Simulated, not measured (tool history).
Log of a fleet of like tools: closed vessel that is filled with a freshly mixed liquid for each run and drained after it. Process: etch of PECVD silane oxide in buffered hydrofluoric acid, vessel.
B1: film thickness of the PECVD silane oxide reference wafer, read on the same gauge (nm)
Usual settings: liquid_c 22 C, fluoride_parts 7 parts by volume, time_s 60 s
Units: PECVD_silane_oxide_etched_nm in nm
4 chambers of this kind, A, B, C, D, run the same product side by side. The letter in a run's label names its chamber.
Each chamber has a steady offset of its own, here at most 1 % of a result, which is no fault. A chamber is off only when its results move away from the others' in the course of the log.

Run 1A, hour 7.6: usual settings; B1 60.01. Result: PECVD_silane_oxide_etched_nm 129.67 nm.
Run 2C, hour 19.6: usual settings; B1 59.997. Result: PECVD_silane_oxide_etched_nm 127.98 nm.
Run 3D, hour 29.3: usual settings; B1 59.974. Result: PECVD_silane_oxide_etched_nm 128.13 nm.
Run 4B, hour 38.8: usual settings; B1 59.979. Result: PECVD_silane_oxide_etched_nm 126.02 nm.
Run 5B, hour 46.2: usual settings; B1 60.014. Result: PECVD_silane_oxide_etched_nm 124.21 nm.
Run 6D, hour 54.7: usual settings; B1 59.975. Result: PECVD_silane_oxide_etched_nm 127.67 nm.
Run 7A, hour 64.8: usual settings but liquid_c 17.5 C, fluoride_parts 5 parts by volume; B1 59.987. Result: PECVD_silane_oxide_etched_nm 133.99 nm.
Run 8C, hour 72.2: usual settings but liquid_c 17.5 C, fluoride_parts 5 parts by volume; B1 59.979. Result: PECVD_silane_oxide_etched_nm 132.4 nm.
Run 9C, hour 83.5: usual settings but liquid_c 17.5 C, fluoride_parts 5 parts by volume; B1 59.975. Result: PECVD_silane_oxide_etched_nm 131.84 nm.
Run 10D, hour 92: usual settings but liquid_c 17.5 C, fluoride_parts 5 parts by volume; B1 60.023. Result: PECVD_silane_oxide_etched_nm 131.27 nm.
Run 11B, hour 97.8: usual settings; B1 60. Result: PECVD_silane_oxide_etched_nm 128.89 nm.
Run 12A, hour 108.9: usual settings; B1 59.98. Result: PECVD_silane_oxide_etched_nm 129.12 nm.
Run 13B, hour 120.5: usual settings; B1 60.023. Result: PECVD_silane_oxide_etched_nm 128.97 nm.
Run 14D, hour 127.3: usual settings; B1 60.006. Result: PECVD_silane_oxide_etched_nm 127.1 nm.
Run 15C, hour 136.5: usual settings; B1 60.023. Result: PECVD_silane_oxide_etched_nm 126.77 nm.
Run 16A, hour 146.4: usual settings; B1 59.959. Result: PECVD_silane_oxide_etched_nm 127.44 nm.
Run 17D, hour 155.6: usual settings; B1 60.042. Result: PECVD_silane_oxide_etched_nm 128.47 nm.
Run 18C, hour 162.8: usual settings; B1 60.008. Result: PECVD_silane_oxide_etched_nm 127.89 nm.
Run 19A, hour 174.7: usual settings; B1 60.022. Result: PECVD_silane_oxide_etched_nm 127.6 nm.
Run 20B, hour 180.3: usual settings; B1 60.018. Result: PECVD_silane_oxide_etched_nm 131.39 nm.
Run 21A, hour 186: usual settings; B1 59.955. Result: PECVD_silane_oxide_etched_nm 128.22 nm.
At hour 195: chamber B: hydrofluoric acid flow meter replaced.
Run 22C, hour 195.9: usual settings; B1 59.974. Result: PECVD_silane_oxide_etched_nm 127.03 nm.
Run 23B, hour 204.4: usual settings; B1 60.006. Result: PECVD_silane_oxide_etched_nm 129.5 nm.
Run 24D, hour 215.7: usual settings but liquid_c 17.5 C, fluoride_parts 5 parts by volume; B1 59.996. Result: PECVD_silane_oxide_etched_nm 133.08 nm.
Run 25C, hour 225.4: usual settings but liquid_c 17.5 C, fluoride_parts 5 parts by volume; B1 60.044. Result: PECVD_silane_oxide_etched_nm 132.51 nm.
Run 26A, hour 235.3: usual settings but liquid_c 17.5 C, fluoride_parts 5 parts by volume; B1 59.981. Result: PECVD_silane_oxide_etched_nm 133.95 nm.
Run 27D, hour 242.7: usual settings but liquid_c 17.5 C, fluoride_parts 5 parts by volume; B1 60.048. Result: PECVD_silane_oxide_etched_nm 131.8 nm.
Run 28B, hour 251.2: usual settings but liquid_c 24.5 C, fluoride_parts 9 parts by volume; B1 60.003. Result: PECVD_silane_oxide_etched_nm 114.64 nm.
Run 29B, hour 258.3: usual settings but liquid_c 24.5 C, fluoride_parts 9 parts by volume; B1 60.011. Result: PECVD_silane_oxide_etched_nm 114.46 nm.
Run 30C, hour 266.1: usual settings but liquid_c 24.5 C, fluoride_parts 9 parts by volume; B1 60.068. Result: PECVD_silane_oxide_etched_nm 111.9 nm.
Run 31D, hour 272.8: usual settings but liquid_c 24.5 C, fluoride_parts 9 parts by volume; B1 60.028. Result: PECVD_silane_oxide_etched_nm 112.62 nm.
Run 32A, hour 282.9: usual settings but time_s 90 s; B1 60. Result: PECVD_silane_oxide_etched_nm 195.52 nm.
Run 33A, hour 288.3: usual settings but time_s 90 s; B1 60.017. Result: PECVD_silane_oxide_etched_nm 192.66 nm.
Run 34C, hour 295.5: usual settings but time_s 90 s; B1 60.009. Result: PECVD_silane_oxide_etched_nm 192.97 nm.
Run 35B, hour 302: usual settings but time_s 90 s; B1 60.033. Result: PECVD_silane_oxide_etched_nm 198.79 nm.
Run 36D, hour 313.9: usual settings; B1 59.938. Result: PECVD_silane_oxide_etched_nm 128.71 nm.
Run 37D, hour 323.9: usual settings; B1 60.01. Result: PECVD_silane_oxide_etched_nm 128.44 nm.
Run 38A, hour 330.2: usual settings; B1 59.929. Result: PECVD_silane_oxide_etched_nm 127.32 nm.
Run 39B, hour 338.5: usual settings; B1 59.968. Result: PECVD_silane_oxide_etched_nm 132.5 nm.
Run 40C, hour 345.5: usual settings but fluoride_parts 8 parts by volume, time_s 85 s; B1 59.974. Result: PECVD_silane_oxide_etched_nm 157.68 nm.

Next, every chamber runs the same settings. What will each give?
Run 41A, hour 354.1: usual settings but liquid_c 17.5 C. Result: PECVD_silane_oxide_etched_nm ?.
Run 41B, hour 354.1: usual settings but liquid_c 17.5 C. Result: PECVD_silane_oxide_etched_nm ?.
Run 41C, hour 354.1: usual settings but liquid_c 17.5 C. Result: PECVD_silane_oxide_etched_nm ?.
Run 41D, hour 354.1: usual settings but liquid_c 17.5 C. Result: PECVD_silane_oxide_etched_nm ?.

run  PECVD_silane_oxide_etched_nm
41A                        100.33
41B                        105.59
41C                        100.53
41D                        98.929
